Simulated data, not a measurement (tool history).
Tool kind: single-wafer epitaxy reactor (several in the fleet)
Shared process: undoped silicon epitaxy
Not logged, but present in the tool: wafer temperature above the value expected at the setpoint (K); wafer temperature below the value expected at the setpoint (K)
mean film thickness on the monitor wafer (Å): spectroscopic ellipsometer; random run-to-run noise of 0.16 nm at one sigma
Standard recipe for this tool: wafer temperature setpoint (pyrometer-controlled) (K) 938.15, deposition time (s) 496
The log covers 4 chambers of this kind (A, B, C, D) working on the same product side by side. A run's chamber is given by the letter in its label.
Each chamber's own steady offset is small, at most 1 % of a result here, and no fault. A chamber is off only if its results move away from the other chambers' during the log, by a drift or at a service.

| run | hour | wafer temperature setpoint (pyrometer-controlled) (K) | deposition time (s) | hours since the last pyrometer calibration | read-back reference wafer on the same gauge, thickness_nm | mean film thickness on the monitor wafer (Å) |
|---|---|---|---|---|---|---|
| 1B | 6.3 | 938.15 | 496 | 1238.1 | 97.005 | 1148.5 |
| 2C | 11.9 | 938.15 | 496 | 2135.6 | 96.967 | 1160.6 |
| 3D | 18.1 | 938.15 | 496 | 1090 | 96.966 | 1141.4 |
| 4A | 24.7 | 938.15 | 496 | 812.8 | 96.915 | 1155 |
|  | 29.4 | chamber C: pyrometer calibrated |
| 5D | 32.1 | 938.15 | 496 | 1104 | 96.892 | 1141.8 |
| 6C | 39 | 938.15 | 496 | 9.7 | 96.89 | 1158.6 |
| 7A | 44.2 | 938.15 | 496 | 832.3 | 96.911 | 1153.5 |
| 8B | 50.2 | 951.15 | 428 | 1282 | 96.875 | 1300.4 |
| 9D | 55.4 | 951.15 | 428 | 1127.3 | 96.8 | 1294.3 |
| 10B | 60.4 | 951.15 | 428 | 1292.2 | 96.87 | 1300.8 |
| 11A | 68.3 | 951.15 | 428 | 856.4 | 96.806 | 1304.4 |
| 12C | 75.8 | 938.15 | 496 | 46.5 | 96.815 | 1159.1 |
| 13B | 82.8 | 938.15 | 496 | 1314.6 | 96.778 | 1145.4 |
| 14A | 88.1 | 938.15 | 496 | 876.2 | 96.78 | 1151.3 |
| 15C | 95.2 | 938.15 | 496 | 65.9 | 96.714 | 1157.8 |
| 16D | 103.2 | 938.15 | 496 | 1175.1 | 96.693 | 1138.3 |
| 17A | 109.9 | 927.15 | 496 | 898 | 96.693 | 912.71 |
| 18D | 116.2 | 927.15 | 496 | 1188.1 | 96.685 | 899.17 |
| 19B | 122.9 | 927.15 | 496 | 1354.7 | 96.641 | 902.9 |
| 20C | 128 | 927.15 | 496 | 98.7 | 96.646 | 914.95 |
| 21D | 134.3 | 938.15 | 496 | 1206.2 | 96.662 | 1139.3 |
| 22A | 141.8 | 938.15 | 587 | 929.9 | 96.647 | 1361.7 |
| 23C | 148.6 | 938.15 | 587 | 119.3 | 96.595 | 1367.2 |
| 24B | 153.5 | 938.15 | 587 | 1385.3 | 96.603 | 1351.4 |
| 25D | 159.4 | 938.15 | 587 | 1231.3 | 96.553 | 1345.9 |
| 26C | 167.8 | 938.15 | 496 | 138.5 | 96.525 | 1155.6 |
| 27B | 172.3 | 938.15 | 496 | 1404.1 | 96.528 | 1143.9 |
| 28A | 176.9 | 938.15 | 496 | 965 | 96.524 | 1151.2 |
| 29C | 182.9 | 938.15 | 496 | 153.6 | 96.509 | 1153.7 |
| 30B | 189.6 | 938.15 | 496 | 1421.4 | 96.483 | 1141.5 |
| 31D | 197.8 | 948.15 | 496 | 1269.7 | 96.456 | 1402.8 |
| 32A | 203.7 | 948.15 | 496 | 991.8 | 96.483 | 1417.7 |
| 33C | 207.9 | 948.15 | 496 | 178.6 | 96.41 | 1425.4 |

Decide between three cases: one chamber stands off from its peers, the gauge reading all wafers drifts, or nothing is wrong past each chamber's small offset. Where a chamber is off, say which and what most likely put it there.

None of the chambers is off. What moves is the gauge, dragging all their readings along together.
Most likely cause: gauge reads low (%) = 0.591.
